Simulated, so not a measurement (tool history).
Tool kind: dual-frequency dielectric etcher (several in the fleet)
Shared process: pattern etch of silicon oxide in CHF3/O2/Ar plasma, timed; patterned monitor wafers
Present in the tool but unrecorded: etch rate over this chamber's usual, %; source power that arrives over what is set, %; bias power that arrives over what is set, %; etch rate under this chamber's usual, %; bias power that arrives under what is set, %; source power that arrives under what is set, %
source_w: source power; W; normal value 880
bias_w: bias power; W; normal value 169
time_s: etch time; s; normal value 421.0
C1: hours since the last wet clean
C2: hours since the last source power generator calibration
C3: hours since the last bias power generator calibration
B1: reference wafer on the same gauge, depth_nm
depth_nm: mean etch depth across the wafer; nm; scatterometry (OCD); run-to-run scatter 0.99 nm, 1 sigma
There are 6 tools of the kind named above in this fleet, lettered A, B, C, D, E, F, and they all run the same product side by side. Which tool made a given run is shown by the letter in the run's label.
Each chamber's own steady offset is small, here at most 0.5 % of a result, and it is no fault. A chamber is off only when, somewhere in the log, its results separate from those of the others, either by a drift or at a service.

run 1A hour=6.5 | source_w=880 bias_w=169 time_s=421.0 | C1=366.3 C2=2679.0 C3=1973.1 | B1=760.00 | depth_nm=940.61
run 2C hour=12.6 | source_w=880 bias_w=169 time_s=421.0 | C1=323.8 C2=41.8 C3=1191.3 | B1=760.19 | depth_nm=947.30
run 3F hour=21.2 | source_w=880 bias_w=169 time_s=421.0 | C1=85.2 C2=1418.1 C3=1473.3 | B1=760.07 | depth_nm=945.72
run 4E hour=33.3 | source_w=880 bias_w=169 time_s=421.0 | C1=354.1 C2=2395.4 C3=818.1 | B1=760.23 | depth_nm=945.68
run 5B hour=38.8 | source_w=880 bias_w=169 time_s=421.0 | C1=273.2 C2=1925.2 C3=1713.0 | B1=760.66 | depth_nm=940.79
run 6D hour=51.3 | source_w=880 bias_w=169 time_s=421.0 | C1=77.1 C2=591.0 C3=1839.7 | B1=760.60 | depth_nm=950.50
run 7D hour=57.5 | source_w=880 bias_w=169 time_s=421.0 | C1=83.3 C2=597.2 C3=1845.9 | B1=760.71 | depth_nm=950.10
run 8E hour=66.0 | source_w=880 bias_w=169 time_s=351.0 | C1=386.8 C2=2428.1 C3=850.8 | B1=760.60 | depth_nm=787.80
run 9C hour=75.5 | source_w=880 bias_w=169 time_s=351.0 | C1=386.7 C2=104.7 C3=1254.2 | B1=760.68 | depth_nm=789.77
run 10A hour=87.1 | source_w=880 bias_w=169 time_s=351.0 | C1=446.9 C2=2759.6 C3=2053.7 | B1=760.77 | depth_nm=787.78
run 11F hour=99.7 | source_w=880 bias_w=169 time_s=351.0 | C1=163.7 C2=1496.6 C3=1551.8 | B1=760.79 | depth_nm=790.31
run 12B hour=107.7 | source_w=880 bias_w=169 time_s=351.0 | C1=342.1 C2=1994.1 C3=1781.9 | B1=760.83 | depth_nm=784.65
run 13D hour=114.8 | source_w=880 bias_w=169 time_s=351.0 | C1=140.6 C2=654.5 C3=1903.2 | B1=760.99 | depth_nm=791.23
run 14C hour=126.3 | source_w=880 bias_w=169 time_s=421.0 | C1=437.5 C2=155.5 C3=1305.0 | B1=761.29 | depth_nm=948.17
run 15B hour=137.6 | source_w=880 bias_w=169 time_s=421.0 | C1=372.0 C2=2024.0 C3=1811.8 | B1=761.27 | depth_nm=940.08
-- hour=138.7 chamber B: bias power generator calibrated
-- hour=140.2 chamber A: wet clean of the chamber
run 16E hour=149.4 | source_w=880 bias_w=169 time_s=421.0 | C1=470.2 C2=2511.5 C3=934.2 | B1=761.39 | depth_nm=945.72
run 17A hour=160.5 | source_w=880 bias_w=169 time_s=421.0 | C1=20.4 C2=2833.0 C3=2127.1 | B1=761.47 | depth_nm=944.91
run 18F hour=167.5 | source_w=880 bias_w=169 time_s=421.0 | C1=231.5 C2=1564.4 C3=1619.6 | B1=761.27 | depth_nm=947.51
run 19F hour=176.9 | source_w=880 bias_w=169 time_s=421.0 | C1=240.9 C2=1573.8 C3=1629.0 | B1=761.83 | depth_nm=946.89
run 20E hour=182.4 | source_w=950 bias_w=169 time_s=421.0 | C1=503.2 C2=2544.5 C3=967.2 | B1=761.71 | depth_nm=972.90
run 21B hour=193.3 | source_w=950 bias_w=169 time_s=421.0 | C1=427.7 C2=2079.7 C3=54.7 | B1=761.74 | depth_nm=971.81
run 22A hour=205.0 | source_w=950 bias_w=169 time_s=421.0 | C1=64.9 C2=2877.5 C3=2171.6 | B1=762.03 | depth_nm=974.04
-- hour=209.1 chamber B: wet clean of the chamber
run 23D hour=216.8 | source_w=950 bias_w=169 time_s=421.0 | C1=242.6 C2=756.5 C3=2005.2 | B1=761.97 | depth_nm=980.32
run 24C hour=222.6 | source_w=950 bias_w=169 time_s=421.0 | C1=533.8 C2=251.8 C3=1401.3 | B1=762.23 | depth_nm=975.68
run 25F hour=230.3 | source_w=950 bias_w=169 time_s=421.0 | C1=294.3 C2=1627.2 C3=1682.4 | B1=762.24 | depth_nm=977.80
run 26B hour=235.9 | source_w=880 bias_w=169 time_s=421.0 | C1=26.8 C2=2122.3 C3=97.3 | B1=762.03 | depth_nm=941.70
run 27C hour=244.6 | source_w=880 bias_w=169 time_s=421.0 | C1=555.8 C2=273.8 C3=1423.3 | B1=761.98 | depth_nm=948.29
run 28E hour=254.8 | source_w=880 bias_w=169 time_s=421.0 | C1=575.6 C2=2616.9 C3=1039.6 | B1=762.33 | depth_nm=946.08
run 29D hour=260.5 | source_w=880 bias_w=169 time_s=421.0 | C1=286.3 C2=800.2 C3=2048.9 | B1=762.57 | depth_nm=952.84
-- hour=262.2 chamber B: source power generator calibrated
run 30A hour=267.1 | source_w=880 bias_w=169 time_s=421.0 | C1=127.0 C2=2939.6 C3=2233.7 | B1=762.43 | depth_nm=945.07
run 31A hour=275.5 | source_w=880 bias_w=169 time_s=421.0 | C1=135.4 C2=2948.0 C3=2242.1 | B1=762.53 | depth_nm=945.00
run 32F hour=286.4 | source_w=960 bias_w=169 time_s=421.0 | C1=350.4 C2=1683.3 C3=1738.5 | B1=762.79 | depth_nm=979.91
-- hour=289.3 chamber E: wet clean of the chamber
run 33B hour=295.3 | source_w=960 bias_w=169 time_s=421.0 | C1=86.2 C2=33.2 C3=156.7 | B1=762.50 | depth_nm=977.72
run 34D hour=306.8 | source_w=960 bias_w=169 time_s=421.0 | C1=332.6 C2=846.5 C3=2095.2 | B1=762.72 | depth_nm=985.11
run 35E hour=318.0 | source_w=960 bias_w=169 time_s=421.0 | C1=28.7 C2=2680.1 C3=1102.8 | B1=762.94 | depth_nm=981.59
run 36C hour=329.4 | source_w=960 bias_w=169 time_s=421.0 | C1=640.6 C2=358.6 C3=1508.1 | B1=763.23 | depth_nm=983.88
run 37A hour=342.0 | source_w=960 bias_w=169 time_s=421.0 | C1=201.9 C2=3014.5 C3=2308.6 | B1=763.21 | depth_nm=978.67

Predict what each chamber gives when all 6 of them run the settings below next.
run 38A hour=351.0 | source_w=880 bias_w=169 time_s=501.5 | depth_nm=?
run 38B hour=351.0 | source_w=880 bias_w=169 time_s=501.5 | depth_nm=?
run 38C hour=351.0 | source_w=880 bias_w=169 time_s=501.5 | depth_nm=?
run 38D hour=351.0 | source_w=880 bias_w=169 time_s=501.5 | depth_nm=?
run 38E hour=351.0 | source_w=880 bias_w=169 time_s=501.5 | depth_nm=?
run 38F hour=351.0 | source_w=880 bias_w=169 time_s=501.5 | depth_nm=?

run=38A depth_nm=1127.00
run=38B depth_nm=1125.80
run=38C depth_nm=1130.90
run=38D depth_nm=1136.60
run=38E depth_nm=1131.10
run=38F depth_nm=1131.70
